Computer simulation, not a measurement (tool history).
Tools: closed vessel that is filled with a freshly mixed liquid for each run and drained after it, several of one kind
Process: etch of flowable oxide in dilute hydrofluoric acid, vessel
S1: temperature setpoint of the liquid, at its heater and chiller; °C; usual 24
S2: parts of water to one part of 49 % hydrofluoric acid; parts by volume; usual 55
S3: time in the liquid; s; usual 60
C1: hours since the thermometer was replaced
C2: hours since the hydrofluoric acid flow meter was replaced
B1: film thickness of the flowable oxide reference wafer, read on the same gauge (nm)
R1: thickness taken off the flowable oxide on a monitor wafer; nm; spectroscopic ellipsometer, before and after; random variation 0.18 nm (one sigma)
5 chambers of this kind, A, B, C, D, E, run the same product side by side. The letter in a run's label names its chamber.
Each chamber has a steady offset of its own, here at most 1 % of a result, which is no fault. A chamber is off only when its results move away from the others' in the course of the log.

| run | day | S1 | S2 | S3 | C1 | C2 | B1 | R1 |
|---|---|---|---|---|---|---|---|---|
| 1C | 0.317 | 24 | 55 | 60 | 696.0 | 1133.7 | 120.01 | 43.505 |
| 2B | 0.638 | 24 | 55 | 60 | 816.2 | 698.9 | 120.00 | 43.889 |
| 3A | 1.096 | 24 | 55 | 60 | 740.8 | 1449.2 | 120.03 | 43.926 |
| 4D | 1.304 | 24 | 55 | 60 | 53.2 | 1521.0 | 119.98 | 43.749 |
| 5E | 1.712 | 24 | 55 | 60 | 266.6 | 1878.2 | 120.03 | 43.319 |
| 6D | 2.167 | 24 | 55 | 60 | 73.9 | 1541.7 | 119.98 | 43.652 |
| 7B | 2.388 | 24 | 55 | 60 | 858.2 | 740.9 | 120.00 | 44.105 |
| 8C | 2.721 | 24 | 55 | 60 | 753.7 | 1191.4 | 120.04 | 43.802 |
| 9A | 2.954 | 24 | 55 | 60 | 785.4 | 1493.8 | 120.01 | 44.295 |
| 10E | 3.204 | 24 | 55 | 60 | 302.4 | 1914.0 | 119.97 | 43.561 |
| 11A | 3.475 | 24 | 55 | 60 | 797.9 | 1506.3 | 119.99 | 44.097 |
| 12D | 3.767 | 24 | 55 | 60 | 112.3 | 1580.1 | 120.00 | 44.147 |
| 13E | 4.088 | 28 | 55 | 75 | 323.6 | 1935.2 | 120.02 | 64.201 |
| 14C | 4.288 | 28 | 55 | 75 | 791.3 | 1229.0 | 119.99 | 63.594 |
| 15B | 4.742 | 28 | 55 | 75 | 914.7 | 797.4 | 119.99 | 64.919 |
| 16E | 5.004 | 28 | 55 | 75 | 345.6 | 1957.2 | 120.01 | 63.783 |
| 17C | 5.283 | 28 | 55 | 75 | 815.2 | 1252.9 | 119.98 | 63.914 |
| 18D | 5.575 | 24 | 55 | 60 | 155.7 | 1623.5 | 120.01 | 43.516 |
| 19A | 5.967 | 24 | 55 | 60 | 857.7 | 1566.1 | 119.99 | 44.891 |
| 20B | 6.342 | 24 | 55 | 60 | 953.1 | 835.8 | 119.99 | 43.973 |
| 21B | 6.567 | 24 | 55 | 60 | 958.5 | 841.2 | 119.98 | 44.131 |
| 22D | 6.929 | 24 | 55 | 60 | 188.2 | 1656.0 | 119.99 | 43.824 |
| 23A | 7.129 | 22 | 55 | 35 | 885.6 | 1594.0 | 120.05 | 23.912 |
| 24E | 7.358 | 22 | 55 | 35 | 402.1 | 2013.7 | 119.98 | 23.190 |
| 25C | 7.692 | 22 | 55 | 35 | 873.0 | 1310.7 | 120.01 | 23.392 |
| 26B | 7.996 | 22 | 55 | 35 | 992.8 | 875.5 | 120.04 | 23.668 |
| 27E | 8.358 | 22 | 55 | 35 | 426.1 | 2037.7 | 120.00 | 23.260 |
| 28C | 8.650 | 29 | 55 | 85 | 896.0 | 1333.7 | 120.02 | 75.719 |
| 29D | 9.079 | 29 | 55 | 85 | 239.8 | 1707.6 | 120.03 | 75.456 |
| 30A | 9.529 | 29 | 55 | 85 | 943.2 | 1651.6 | 119.97 | 77.717 |
| 31B | 9.754 | 29 | 55 | 85 | 1035.0 | 917.7 | 120.01 | 75.942 |
| 32C | 10.083 | 29 | 55 | 85 | 930.4 | 1368.1 | 120.04 | 75.119 |
| 33A | 10.367 | 24 | 55 | 60 | 963.3 | 1671.7 | 120.02 | 44.861 |
| 34E | 10.608 | 24 | 85 | 60 | 480.1 | 2091.7 | 119.97 | 27.123 |
| 35D | 10.962 | 24 | 85 | 60 | 285.0 | 1752.8 | 120.03 | 27.334 |
| 36E | 11.233 | 24 | 85 | 60 | 495.1 | 2106.7 | 120.00 | 27.281 |
| 37C | 11.617 | 24 | 85 | 60 | 967.2 | 1404.9 | 120.01 | 26.968 |
| 38B | 11.825 | 24 | 85 | 60 | 1084.7 | 967.4 | 120.00 | 27.152 |
| 39A | 12.254 | 24 | 55 | 60 | 1008.6 | 1717.0 | 120.03 | 45.245 |
| 40D | 12.583 | 24 | 35 | 35 | 323.9 | 1791.7 | 120.00 | 40.943 |

Is one chamber off against the others, does the gauge drift, or is nothing wrong? If a chamber is off, say which, and what the likeliest cause is.

Chamber A drifts away from the others.
Cause: liquid hotter than its thermometer reads (K) = 0.885.
The log may not tell that from: hydrofluoric acid flow above the setpoint (%).

Here are 4 candidates for chamber A's next run, each the usual settings with a change, their results left as question marks. Which one brings its results back in line with what the others give on the usual settings?
In line means no further than this from the other chambers' mean on the usual settings: R1 0.640 nm
| 41A-1 | 12.912 | 23.5 | 55 | 60 |  |  |  | ? |
| 41A-2 | 12.912 | 24.5 | 55 | 60 |  |  |  | ? |
| 41A-3 | 12.912 | 23.0 | 55 | 60 |  |  |  | ? |
| 41A-4 | 12.912 | 25.0 | 55 | 60 |  |  |  | ? |

The other chambers' mean on the usual settings: R1 43.690 nm
| run | R1 |
|---|---|
| 41A-1 | 44.732 |
| 41A-2 | 46.571 |
| 41A-3 | 43.844 |
| 41A-4 | 47.503 |
41A-3 brings the chamber back in line.
